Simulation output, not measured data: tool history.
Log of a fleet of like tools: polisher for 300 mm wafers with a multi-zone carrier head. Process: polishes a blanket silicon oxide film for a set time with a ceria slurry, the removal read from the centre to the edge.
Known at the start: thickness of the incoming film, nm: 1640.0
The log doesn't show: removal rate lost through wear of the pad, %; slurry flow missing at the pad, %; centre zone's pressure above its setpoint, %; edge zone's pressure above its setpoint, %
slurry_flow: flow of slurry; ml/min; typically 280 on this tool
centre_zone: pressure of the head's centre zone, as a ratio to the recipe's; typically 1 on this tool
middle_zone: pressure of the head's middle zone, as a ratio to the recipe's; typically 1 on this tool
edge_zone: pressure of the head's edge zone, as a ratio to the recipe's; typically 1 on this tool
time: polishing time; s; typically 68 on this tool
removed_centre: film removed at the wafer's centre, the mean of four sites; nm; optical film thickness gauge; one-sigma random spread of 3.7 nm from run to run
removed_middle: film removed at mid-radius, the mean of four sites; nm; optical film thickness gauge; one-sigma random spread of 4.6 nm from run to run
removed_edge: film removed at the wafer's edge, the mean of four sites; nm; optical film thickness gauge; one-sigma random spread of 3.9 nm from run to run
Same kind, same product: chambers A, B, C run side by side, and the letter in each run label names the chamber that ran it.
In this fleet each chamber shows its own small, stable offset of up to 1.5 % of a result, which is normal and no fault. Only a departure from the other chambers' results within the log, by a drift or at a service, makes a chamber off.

run	hour	slurry_flow	centre_zone	middle_zone	edge_zone	time	wafers polished on this pad	hours since the slurry nozzle was cleaned	hours since the centre zone pressure was calibrated	hours since the edge zone pressure was calibrated	removed_centre	removed_middle	removed_edge
1B	10.2	280	1	1	1	68	337	69.3	1260.3	42	373.19	367.5	370.97
# hour 16: chamber C: worn pad replaced by a new one
2A	18.8	280	1	1	1	68	320	200.9	240.1	533.4	377.92	377.85	373.13
3C	26.4	280	1	1	1	68	131	576.5	507.3	779.7	377.83	377.01	376.58
# hour 29.3: chamber B: centre zone pressure recalibrated
4B	33.5	280	1	1	1	68	631	92.6	4.2	65.3	375.04	371.81	376.03
5A	38.3	280	1	1	1	68	566	220.4	259.6	552.9	375.45	373.05	369.11
6C	46.2	280	1	1	1	68	381	596.3	527.1	799.5	377.33	374.31	376.8
7A	55.3	280	1	1	1	68	781	237.4	276.6	569.9	381.12	376.26	373.6
# hour 60.5: chamber A: worn pad replaced by a new one
8B	63.9	280	1	1	1	68	1015	123	34.6	95.7	375.05	369.87	385.06
9C	74.6	280	1	1	1	68	739	624.7	555.5	827.9	376.31	384.86	372.3
10B	81.2	280	1	1	1	68	1233	140.3	51.9	113	366.38	378.16	375.65
11C	89.1	280	1	1	1	68	922	639.2	570	842.4	382.69	387.56	378.74
12A	98	280	1	1	1	68	473	280.1	319.3	612.6	375.56	374.88	375.66
13B	108.5	280	1	1.11	1	68	1577	167.6	79.2	140.3	372.38	407.29	367.81
# hour 110.7: chamber C: worn pad replaced by a new one
# hour 118.2: chamber A: worn pad replaced by a new one
14A	118.3	280	1	1.11	1	68	2	300.4	339.6	632.9	380.07	399.33	368.68
15C	125.4	280	1	1.11	1	68	186	675.5	606.3	878.7	380.55	414.78	376.45
16C	131.7	280	1	0.92	1	68	266	681.8	612.6	885	376.23	350.15	377.72
17A	136.9	280	1	0.92	1	68	236	319	358.2	651.5	379.12	342.3	365.96
18B	141.9	280	1	0.92	1	68	1998	201	112.6	173.7	375.29	340.78	371.08
# hour 151.1: chamber A: centre zone pressure recalibrated
19A	151.6	335	1	1	1	68	422	333.7	0.6	666.2	379.79	370.86	383
20B	158.4	335	1	1	1	68	2206	217.5	129.1	190.2	379.91	371.4	366.7
# hour 162.9: chamber A: edge zone pressure recalibrated
21C	167.5	335	1	1	1	68	717	717.6	648.4	920.8	382.56	385.89	384.13
22C	173.6	280	1	1	1	68	794	723.7	654.5	926.9	381.28	378.92	372.94
# hour 182.2: chamber A: worn pad replaced by a new one
23A	184.3	280	1	1	1	68	27	366.4	33.3	21.5	371.94	367.78	373.62
24B	193.7	280	1	1	1	68	2652	252.8	164.4	225.5	360.94	353.58	365.98
25A	201.5	280	1	1	1	68	243	383.6	50.5	38.7	371.32	376.5	376
# hour 203.5: chamber C: worn pad replaced by a new one
26C	210.2	280	1	1	1	68	85	760.3	691.1	963.5	377.69	380.01	378.51
27B	219.4	280	1	1	1	68	2976	278.5	190.1	251.2	357.57	352.58	359.07
28A	228.9	280	1	1	1	68	589	411	77.9	66.1	369.96	372.25	374.42
# hour 237.4: chamber A: worn pad replaced by a new one
29B	239.3	280	1	1	1	68	3227	298.4	210	271.1	357.51	351.08	348.21
30C	245.1	280	1	1	1	68	525	795.2	726	998.4	382.1	379.91	376.61
31C	256	280	1	1	1	68	663	806.1	736.9	1009.3	381.7	376.04	384.02
32A	266.4	280	1	1	1	68	366	448.5	115.4	103.6	379.83	366.37	371.09
33B	277.4	280	1	1	1	68	3707	336.5	248.1	309.2	347.98	344	347.5
# hour 281.7: chamber C: worn pad replaced by a new one
34C	284.9	280	1	1	1	68	40	835	765.8	1038.2	381.78	377.09	373.31
35A	294	280	1	1	1	68	714	476.1	143	131.2	374	374.83	377.76
36B	301.7	280	1	1	1	68	4014	360.8	272.4	333.5	340.35	338.59	343.47

What goes on in this fleet: one chamber off, a drifting gauge, or nothing beyond the chambers' own small offsets? Name the chamber and the cause, if any.

It is chamber B that slowly wanders off from its peers.
What lies behind it: removal rate lost through wear of the pad, % = 9.11.

Here are 4 candidates for chamber B's next run, each the usual settings with a change, their results left as question marks. Which one brings its results back in line with what the others give on the usual settings?
Counts as in line when no further than this from what the other chambers average on the usual settings: removed_centre 13 nm; removed_middle 16 nm; removed_edge 14 nm
37B-1	309.7	280	1	1	1	65					?	?	?
37B-2	309.7	285	1.01	1.01	1	74					?	?	?
37B-3	309.7	275	0.99	0.99	1	62					?	?	?
37B-4	309.7	280	1	1	1	71					?	?	?

What the other chambers average on the usual settings: removed_centre 376.72 nm; removed_middle 373.63 nm; removed_edge 374.69 nm
run	removed_centre	removed_middle	removed_edge
37B-1	323.04	320.86	325.08
37B-2	372.62	369.31	370.56
37B-3	304.07	302.66	309.67
37B-4	352.86	350.47	355.09
The answer is 37B-2, which returns the chamber to within the allowed miss of the others.

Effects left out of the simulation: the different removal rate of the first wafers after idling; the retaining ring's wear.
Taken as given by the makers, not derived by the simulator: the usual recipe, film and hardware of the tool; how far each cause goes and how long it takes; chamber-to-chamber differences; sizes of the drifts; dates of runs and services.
